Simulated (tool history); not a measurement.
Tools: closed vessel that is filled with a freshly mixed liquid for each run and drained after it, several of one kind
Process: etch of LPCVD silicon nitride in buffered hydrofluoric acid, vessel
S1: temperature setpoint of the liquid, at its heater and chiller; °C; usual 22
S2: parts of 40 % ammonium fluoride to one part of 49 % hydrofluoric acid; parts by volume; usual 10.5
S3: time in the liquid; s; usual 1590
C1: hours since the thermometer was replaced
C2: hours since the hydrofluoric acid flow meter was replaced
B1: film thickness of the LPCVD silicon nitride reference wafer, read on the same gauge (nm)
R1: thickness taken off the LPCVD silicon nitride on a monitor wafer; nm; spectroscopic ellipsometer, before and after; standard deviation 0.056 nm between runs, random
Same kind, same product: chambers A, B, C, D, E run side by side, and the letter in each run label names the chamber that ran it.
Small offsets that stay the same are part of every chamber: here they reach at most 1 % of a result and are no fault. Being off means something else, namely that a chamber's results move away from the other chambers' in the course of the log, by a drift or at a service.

run	day	S1	S2	S3	C1	C2	B1	R1
1B	0.367	22	10.5	1590	662.3	1085	99.991	17.364
2A	0.571	22	10.5	1590	144.4	1400.5	100.01	17.205
3E	0.8	22	10.5	1590	869.9	860.7	99.978	17.178
4C	1.167	22	10.5	1590	564.3	77.8	99.986	17.328
5D	1.504	22	10.5	1590	1127.1	241.8	100	17.352
6E	1.771	22	10.5	1590	893.2	884	99.983	17.01
7B	2.108	22	10.5	1590	704.1	1126.8	99.988	17.331
8D	2.35	22	10.5	1590	1147.4	262.1	99.983	17.376
9C	2.696	22	10.5	1590	601	114.5	100.01	17.339
10A	3.062	22	10.5	1590	204.2	1460.3	100.01	17.204
11E	3.342	22	10.5	1590	930.9	921.7	99.98	17.201
12A	3.583	26	8	1590	216.7	1472.8	99.987	27.339
13D	3.804	26	8	1590	1182.3	297	99.993	27.099
14C	4.167	26	8	1590	636.3	149.8	100	27.597
15B	4.454	26	8	1590	760.4	1183.1	100.04	27.698
16D	4.812	26	8	1590	1206.5	321.2	99.977	27.132
17A	5.067	22	10.5	1590	252.3	1508.4	100	17.223
18E	5.379	22	10.5	1590	979.8	970.6	99.971	17.124
19B	5.725	22	10.5	2130	790.9	1213.6	99.985	23.18
20C	6.054	22	10.5	2130	681.6	195.1	99.979	23.215
21C	6.325	22	10.5	2130	688.1	201.6	100.02	23.351
# day 6.621: chamber A: hydrofluoric acid flow meter replaced
22D	6.733	22	10.5	2130	1252.6	367.3	100.02	23.078
23E	6.958	22	10.5	2130	1017.7	1008.5	99.975	23.173
24A	7.346	22	10.5	1590	307	17.5	100.03	17.257
25B	7.679	22	14.5	1100	837.8	1260.5	99.995	8.8281
26E	7.992	22	14.5	1100	1042.5	1033.3	100.03	8.7241
27B	8.379	22	14.5	1100	854.6	1277.3	100.01	8.7588
28A	8.738	22	14.5	1100	340.4	50.9	100.01	8.6798
29D	9.171	22	14.5	1100	1311.1	425.8	100.01	8.7878
30C	9.417	22	10.5	1590	762.3	275.8	99.999	17.376
31D	9.646	22	10.5	1590	1322.5	437.2	99.994	17.36
32C	10.008	22	10.5	1590	776.5	290	100.03	17.322
33E	10.392	22	10.5	1590	1100.1	1090.9	99.993	17.594
34A	10.667	22	10.5	1590	386.7	97.2	100.01	17.292
35B	10.958	22	10.5	1590	916.5	1339.2	99.968	17.414
36E	11.196	22	9.5	2350	1119.4	1110.2	99.983	28.281
# day 11.454: chamber C: thermometer replaced
37C	11.6	22	9.5	2350	3.6	328.2	100	27.873
38A	11.917	22	9.5	2350	416.7	127.2	99.989	27.629
39B	12.3	22	9.5	2350	948.7	1371.4	100.01	27.948
40D	12.508	22	9.5	2350	1391.2	505.9	99.992	27.558
41C	12.742	22	10.5	1590	31	355.6	99.977	17.343

Which is it: a chamber that has drifted or been left off by a service, a gauge drift common to all chambers, or only each chamber's usual small offset? If a chamber is off, name it and its likeliest cause.

One chamber, E, drifts off from the rest bit by bit.
What lies behind it: liquid hotter than its thermometer reads (K) = 0.733.
The log may not separate it from: hydrofluoric acid flow above the setpoint (%).

Below are 4 candidate recipes for chamber E's next run, each the usual settings with a change, their results shown as question marks. Which of them brings E's results back in line with what the other chambers give on the usual settings?
In line here means within this much of the mean the other chambers give on the usual settings: R1 0.2 nm
42E-1	13.05	22	10.5	1580				?
42E-2	13.05	22	10.5	1635				?
42E-3	13.05	22	10.5	1550				?
42E-4	13.05	22	10.5	1595				?

The mean the other chambers reach with the usual settings: R1 17.341 nm
run	R1
42E-1	17.745
42E-2	18.363
42E-3	17.408
42E-4	17.913
42E-3 is the one that brings the chamber's results back in line with the other chambers.

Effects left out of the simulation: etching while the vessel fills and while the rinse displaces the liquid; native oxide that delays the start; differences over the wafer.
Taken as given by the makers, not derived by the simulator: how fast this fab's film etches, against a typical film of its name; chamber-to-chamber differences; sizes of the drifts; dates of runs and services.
